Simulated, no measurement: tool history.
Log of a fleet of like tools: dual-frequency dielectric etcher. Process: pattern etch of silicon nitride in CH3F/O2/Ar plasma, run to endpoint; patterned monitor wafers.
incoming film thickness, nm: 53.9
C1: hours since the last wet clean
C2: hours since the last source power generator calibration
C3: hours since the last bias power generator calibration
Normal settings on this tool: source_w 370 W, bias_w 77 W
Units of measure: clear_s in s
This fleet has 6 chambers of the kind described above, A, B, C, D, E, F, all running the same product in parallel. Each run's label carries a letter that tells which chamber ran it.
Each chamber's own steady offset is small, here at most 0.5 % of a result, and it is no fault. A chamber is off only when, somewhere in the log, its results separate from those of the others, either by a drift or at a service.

{"run": "1C", "hour": 10.4, "source_w": 370, "bias_w": 77, "C1": 271.2, "C2": 37.5, "C3": 1418.5, "clear_s": 78.947}
{"run": "2B", "hour": 22.1, "source_w": 370, "bias_w": 77, "C1": 222.9, "C2": 2345.6, "C3": 419.9, "clear_s": 77.718}
{"run": "3E", "hour": 31.0, "source_w": 370, "bias_w": 77, "C1": 219.8, "C2": 3516.8, "C3": 117.2, "clear_s": 77.637}
{"run": "4D", "hour": 38.7, "source_w": 370, "bias_w": 77, "C1": 50.1, "C2": 768.2, "C3": 49.1, "clear_s": 78.154}
{"run": "5F", "hour": 48.4, "source_w": 370, "bias_w": 77, "C1": 175.7, "C2": 1693.8, "C3": 1221.3, "clear_s": 77.661}
{"run": "6A", "hour": 55.3, "source_w": 370, "bias_w": 77, "C1": 325.5, "C2": 1370, "C3": 633.8, "clear_s": 78.971}
{"run": "7B", "hour": 65.4, "source_w": 370, "bias_w": 77, "C1": 266.2, "C2": 2388.9, "C3": 463.2, "clear_s": 77.75}
{"run": "8A", "hour": 75.1, "source_w": 370, "bias_w": 77, "C1": 345.3, "C2": 1389.8, "C3": 653.6, "clear_s": 78.993}
{"run": "9E", "hour": 82.1, "source_w": 370, "bias_w": 77, "C1": 270.9, "C2": 3567.9, "C3": 168.3, "clear_s": 77.811}
{"run": "10D", "hour": 94.5, "source_w": 370, "bias_w": 95, "C1": 105.9, "C2": 824, "C3": 104.9, "clear_s": 72.486}
{"hour": 95.8, "done": "chamber A: wet clean of the chamber"}
{"hour": 102.5, "done": "chamber E: source power generator calibrated"}
{"run": "11F", "hour": 105.3, "source_w": 370, "bias_w": 95, "C1": 232.6, "C2": 1750.7, "C3": 1278.2, "clear_s": 72.179}
{"run": "12C", "hour": 118.0, "source_w": 370, "bias_w": 95, "C1": 378.8, "C2": 145.1, "C3": 1526.1, "clear_s": 72.662}
{"run": "13F", "hour": 125.2, "source_w": 370, "bias_w": 95, "C1": 252.5, "C2": 1770.6, "C3": 1298.1, "clear_s": 72.452}
{"run": "14D", "hour": 131.4, "source_w": 370, "bias_w": 95, "C1": 142.8, "C2": 860.9, "C3": 141.8, "clear_s": 73.362}
{"run": "15A", "hour": 137.2, "source_w": 370, "bias_w": 95, "C1": 41.5, "C2": 1451.9, "C3": 715.7, "clear_s": 73.098}
{"hour": 149.4, "done": "chamber C: wet clean of the chamber"}
{"run": "16E", "hour": 149.6, "source_w": 370, "bias_w": 77, "C1": 338.4, "C2": 47.1, "C3": 235.8, "clear_s": 78.716}
{"run": "17C", "hour": 161.6, "source_w": 370, "bias_w": 77, "C1": 12.3, "C2": 188.7, "C3": 1569.7, "clear_s": 79.055}
{"run": "18B", "hour": 170.0, "source_w": 370, "bias_w": 77, "C1": 370.8, "C2": 2493.5, "C3": 567.8, "clear_s": 78.402}
{"run": "19E", "hour": 176.7, "source_w": 370, "bias_w": 77, "C1": 365.5, "C2": 74.2, "C3": 262.9, "clear_s": 78.368}
{"run": "20B", "hour": 187.2, "source_w": 370, "bias_w": 77, "C1": 388, "C2": 2510.7, "C3": 585, "clear_s": 79.045}
{"hour": 193.1, "done": "chamber B: wet clean of the chamber"}
{"run": "21A", "hour": 197.3, "source_w": 370, "bias_w": 77, "C1": 101.6, "C2": 1512, "C3": 775.8, "clear_s": 78.476}
{"run": "22C", "hour": 209.1, "source_w": 370, "bias_w": 90, "C1": 59.8, "C2": 236.2, "C3": 1617.2, "clear_s": 74.719}
{"run": "23D", "hour": 215.1, "source_w": 370, "bias_w": 90, "C1": 226.5, "C2": 944.6, "C3": 225.5, "clear_s": 73.074}
{"run": "24F", "hour": 226.4, "source_w": 370, "bias_w": 90, "C1": 353.7, "C2": 1871.8, "C3": 1399.3, "clear_s": 73.801}
{"run": "25E", "hour": 235.5, "source_w": 370, "bias_w": 90, "C1": 424.3, "C2": 133, "C3": 321.7, "clear_s": 74.617}
{"run": "26B", "hour": 243.1, "source_w": 370, "bias_w": 90, "C1": 50.1, "C2": 2566.6, "C3": 640.9, "clear_s": 73.668}
{"run": "27F", "hour": 249.4, "source_w": 370, "bias_w": 90, "C1": 376.7, "C2": 1894.8, "C3": 1422.3, "clear_s": 74.031}
{"run": "28D", "hour": 259.9, "source_w": 370, "bias_w": 77, "C1": 271.3, "C2": 989.4, "C3": 270.3, "clear_s": 77.725}
{"run": "29A", "hour": 272.4, "source_w": 370, "bias_w": 77, "C1": 176.7, "C2": 1587.1, "C3": 850.9, "clear_s": 79.181}
{"run": "30C", "hour": 280.2, "source_w": 370, "bias_w": 77, "C1": 130.9, "C2": 307.3, "C3": 1688.3, "clear_s": 78.159}
{"run": "31E", "hour": 286.5, "source_w": 370, "bias_w": 77, "C1": 475.3, "C2": 184, "C3": 372.7, "clear_s": 78.114}
{"run": "32F", "hour": 293.8, "source_w": 370, "bias_w": 77, "C1": 421.1, "C2": 1939.2, "C3": 1466.7, "clear_s": 77.738}
{"run": "33D", "hour": 300.7, "source_w": 370, "bias_w": 77, "C1": 312.1, "C2": 1030.2, "C3": 311.1, "clear_s": 79.452}
{"run": "34B", "hour": 311.5, "source_w": 370, "bias_w": 77, "C1": 118.5, "C2": 2635, "C3": 709.3, "clear_s": 77.829}
{"run": "35C", "hour": 319.1, "source_w": 370, "bias_w": 77, "C1": 169.8, "C2": 346.2, "C3": 1727.2, "clear_s": 77.201}
{"run": "36A", "hour": 326.1, "source_w": 370, "bias_w": 77, "C1": 230.4, "C2": 1640.8, "C3": 904.6, "clear_s": 78.313}

Has any chamber moved away from the others, gradually or after a service, or does the common gauge drift, or do the chambers differ only by their own small steady offsets? State the chamber and the most likely cause if one applies.

Beyond each chamber's small constant offset nothing stands out, and the gauge stays steady.
